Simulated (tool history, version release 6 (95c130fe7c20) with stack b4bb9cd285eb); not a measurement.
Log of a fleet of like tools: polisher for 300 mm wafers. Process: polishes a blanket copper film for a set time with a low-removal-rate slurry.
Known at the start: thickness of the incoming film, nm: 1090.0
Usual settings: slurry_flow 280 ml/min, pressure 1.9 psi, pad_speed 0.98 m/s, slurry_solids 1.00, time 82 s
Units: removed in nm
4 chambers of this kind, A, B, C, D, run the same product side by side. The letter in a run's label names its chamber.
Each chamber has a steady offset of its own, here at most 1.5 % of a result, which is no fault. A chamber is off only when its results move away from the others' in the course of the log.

run	hour	slurry_flow	pressure	pad_speed	slurry_solids	time	wafers polished on this pad	hours since the slurry nozzle was cleaned	hours since the head pressure was calibrated	hours since the slurry blender was calibrated	removed
1A	10.8	280	1.9	0.98	1.00	82	624	362.7	934.4	226.1	134.640
# hour 13.5: chamber B: head pressure recalibrated
2B	18.6	280	1.9	0.98	1.00	82	592	133.4	5.2	367.4	136.600
3C	29.8	280	1.9	0.98	1.00	82	779	384.5	524.4	180.7	138.530
4D	44.2	280	1.9	0.98	1.00	82	605	65.0	416.1	88.6	139.880
# hour 50.7: chamber C: slurry nozzle cleaned
5D	53.8	280	1.9	0.98	1.00	82	664	74.6	425.7	98.2	141.760
# hour 57.0: chamber A: worn pad replaced by a new one
# hour 64.1: chamber C: slurry blender recalibrated
6A	64.9	280	1.9	0.98	1.00	82	49	416.8	988.5	280.2	136.360
7B	72.9	280	1.9	0.98	1.00	82	925	187.7	59.5	421.7	136.220
# hour 75.6: chamber D: worn pad replaced by a new one
# hour 76.7: chamber B: slurry nozzle cleaned
8C	82.0	280	1.9	0.98	1.00	82	1100	31.4	576.6	18.0	137.440
9B	88.7	280	1.9	0.98	1.00	82	1022	12.1	75.3	437.5	137.950
# hour 94.7: chamber B: slurry blender recalibrated
10D	103.1	280	1.9	0.98	1.00	82	169	123.9	475.0	147.5	138.850
11A	118.0	280	1.9	0.98	1.00	82	375	469.9	1041.6	333.3	137.390
# hour 132.0: chamber A: slurry blender recalibrated
12C	132.6	280	1.9	0.98	1.00	82	1411	82.0	627.2	68.6	136.910
# hour 135.9: chamber C: worn pad replaced by a new one
13B	144.7	280	1.9	0.98	1.00	82	1367	68.1	131.3	50.0	132.400
# hour 150.9: chamber A: slurry nozzle cleaned
14D	152.6	280	1.9	0.98	1.00	82	473	173.4	524.5	197.0	137.190
15C	161.1	280	1.9	0.98	1.00	82	155	110.5	655.7	97.1	138.910
# hour 171.3: chamber D: slurry blender recalibrated
16A	171.9	280	1.9	0.98	1.00	82	706	21.0	1095.5	39.9	136.070
17B	182.6	280	1.9	0.98	1.00	82	1600	106.0	169.2	87.9	132.190
# hour 182.9: chamber A: worn pad replaced by a new one
# hour 186.0: chamber D: worn pad replaced by a new one
18C	194.2	280	1.9	0.98	1.00	82	358	143.6	688.8	130.2	138.690
19D	208.5	280	1.9	0.98	1.00	82	138	229.3	580.4	37.3	137.360
20A	217.6	280	1.9	0.98	1.00	82	213	66.7	1141.2	85.6	136.620
21B	228.6	280	1.9	0.72	1.00	82	1882	152.0	215.2	133.9	95.983
22C	238.3	280	1.9	0.72	1.00	82	629	187.7	732.9	174.3	100.200
23D	250.0	280	1.9	0.72	1.00	82	393	270.8	621.9	78.8	103.190
# hour 261.5: chamber C: slurry blender recalibrated
24A	263.0	280	1.9	0.72	1.00	82	492	112.1	1186.6	131.0	99.566
# hour 269.2: chamber B: slurry nozzle cleaned
25B	271.9	280	1.9	0.98	1.00	82	2148	2.7	258.5	177.2	129.990
26A	282.3	280	1.9	0.98	1.00	82	611	131.4	1205.9	150.3	138.050
# hour 284.8: chamber C: head pressure recalibrated
27C	290.1	280	1.9	0.98	1.00	82	947	239.5	5.3	28.7	139.850
# hour 298.8: chamber A: worn pad replaced by a new one
# hour 300.6: chamber D: worn pad replaced by a new one
28D	301.1	280	1.9	0.98	1.00	82	3	321.9	673.0	129.9	138.740
29C	309.8	280	1.9	0.98	1.00	82	1069	259.2	25.0	48.4	137.700
30A	320.2	280	1.9	0.98	1.00	82	132	169.3	1243.8	188.2	137.780
# hour 320.9: chamber D: head pressure recalibrated
31D	330.8	280	1.9	0.98	1.00	82	186	351.6	10.0	159.6	138.210
# hour 339.5: chamber D: slurry blender recalibrated
32B	339.7	280	1.9	0.98	1.00	82	2565	70.5	326.3	245.0	127.970
33D	353.0	280	1.9	0.98	0.85	101	322	373.8	32.2	13.5	163.580
34C	368.1	280	1.9	0.98	0.85	101	1427	317.5	83.3	106.7	166.190
# hour 371.5: chamber C: worn pad replaced by a new one
35B	377.2	280	1.9	0.98	0.85	101	2796	108.0	363.8	282.5	148.310
36A	390.5	280	1.9	0.98	0.85	101	564	239.6	1314.1	258.5	163.730
37C	399.0	280	1.9	0.98	1.00	82	169	348.4	114.2	137.6	139.950
38B	409.1	280	1.6	0.98	0.85	82	2992	139.9	395.7	314.4	102.340
# hour 410.8: chamber A: worn pad replaced by a new one
39D	421.5	280	1.6	0.98	0.85	82	743	442.3	100.7	82.0	112.030
40A	430.7	280	1.6	0.98	0.85	82	122	279.8	1354.3	298.7	111.650

What goes on in this fleet: one chamber off, a drifting gauge, or nothing beyond the chambers' own small offsets? Name the chamber and the cause, if any.

Chamber B drifts away from the others.
Cause: removal rate lost through wear of the pad, % = 10.5.
The log may not tell that from: head's pressure below its setpoint, %.

Here are 4 candidates for chamber B's next run, each the usual settings with a change, their results left as question marks. Which one brings its results back in line with what the others give on the usual settings?
In line means no further than this from the other chambers' mean on the usual settings: removed 4.500 nm
41B-1	441.6	280	2.0	0.98	1.00	86					?
41B-2	441.6	280	2.0	1.04	1.00	87					?
41B-3	441.6	280	1.8	0.92	1.00	78					?
41B-4	441.6	280	1.9	0.98	0.60	82					?

The other chambers' mean on the usual settings: removed 137.640 nm
run	removed
41B-1	137.880
41B-2	148.010
41B-3	105.600
41B-4	112.390
41B-1 brings the chamber back in line.
